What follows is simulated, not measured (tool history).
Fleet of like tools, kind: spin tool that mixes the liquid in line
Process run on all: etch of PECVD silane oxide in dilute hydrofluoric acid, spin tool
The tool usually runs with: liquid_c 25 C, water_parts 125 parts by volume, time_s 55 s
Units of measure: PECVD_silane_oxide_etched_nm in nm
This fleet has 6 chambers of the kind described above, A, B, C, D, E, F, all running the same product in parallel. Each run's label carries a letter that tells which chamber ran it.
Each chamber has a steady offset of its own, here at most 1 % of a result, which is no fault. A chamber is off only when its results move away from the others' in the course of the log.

run	hour	liquid_c	water_parts	time_s	read-back film thickness of the PECVD silane oxide reference wafer, read on the same gauge (nm)	PECVD_silane_oxide_etched_nm
1A	5.5	25	125	55	40.006	7.5553
2E	11.5	25	125	55	39.99	7.5632
3C	18.9	25	125	55	39.956	7.5928
4B	28.7	25	125	55	39.992	7.523
5F	36.4	25	125	55	40.02	7.59
6D	43.3	25	125	55	39.965	7.5899
7C	52.3	25	125	55	39.966	7.6907
# hour 55.2: chamber C: hydrofluoric acid flow meter replaced
8E	61.3	25	125	55	39.996	7.5675
# hour 65.8: chamber D: thermometer replaced
9F	67.9	25	125	55	40.013	7.532
10A	77.3	25	125	55	39.988	7.6001
11B	87.1	22.5	125	55	40.022	6.8952
12D	96.4	22.5	125	55	40.003	6.9366
13D	101.1	22.5	125	55	40.018	7.0083
14C	111	22.5	125	55	39.985	6.7944
15E	120	22.5	125	55	39.995	6.8794
16F	126.2	22.5	125	55	40.001	6.9212
17B	132	25	125	55	40.009	7.4662
18A	141.1	25	125	55	40.013	7.6708
19D	149.4	25	125	40	40.006	5.6607
20B	154.6	25	125	40	39.973	5.4358
21F	162.5	25	125	40	40.034	5.5174
22E	168.1	25	125	40	39.999	5.4935
23A	173.9	25	125	40	40.021	5.4853
24C	180.9	25	125	40	39.983	5.5208
25E	189.1	25	125	55	39.972	7.5125
26C	196.2	25	125	55	40.032	7.5983
27A	205.5	25	125	55	40.008	7.6654
28F	214.3	25	125	55	40.015	7.5762
29D	220.9	25	125	25	39.996	3.586
30B	226.2	25	125	25	40.016	3.4331
31C	235.8	25	125	25	39.973	3.4231
32F	242.8	25	125	25	39.99	3.504
33A	248.1	25	125	25	40.016	3.452
34D	252.8	25	125	25	39.975	3.7177
35E	260.8	25	125	55	39.968	7.5341
36B	270	25	125	55	40.01	7.4856
37B	276.1	25	125	55	40.015	7.4484
38E	284.4	25	125	55	40.011	7.5545
39A	291	25	125	55	40.025	7.5693
40F	296.4	25	125	55	39.961	7.621
41C	303.8	25	125	55	40.015	7.6073

Next, every chamber runs the same settings. What will each give?
42A	310.9	25	125	55		?
42B	310.9	25	125	55		?
42C	310.9	25	125	55		?
42D	310.9	25	125	55		?
42E	310.9	25	125	55		?
42F	310.9	25	125	55		?

run	PECVD_silane_oxide_etched_nm
42A	7.5368
42B	7.4334
42C	7.5779
42D	8.2247
42E	7.6824
42F	7.5635

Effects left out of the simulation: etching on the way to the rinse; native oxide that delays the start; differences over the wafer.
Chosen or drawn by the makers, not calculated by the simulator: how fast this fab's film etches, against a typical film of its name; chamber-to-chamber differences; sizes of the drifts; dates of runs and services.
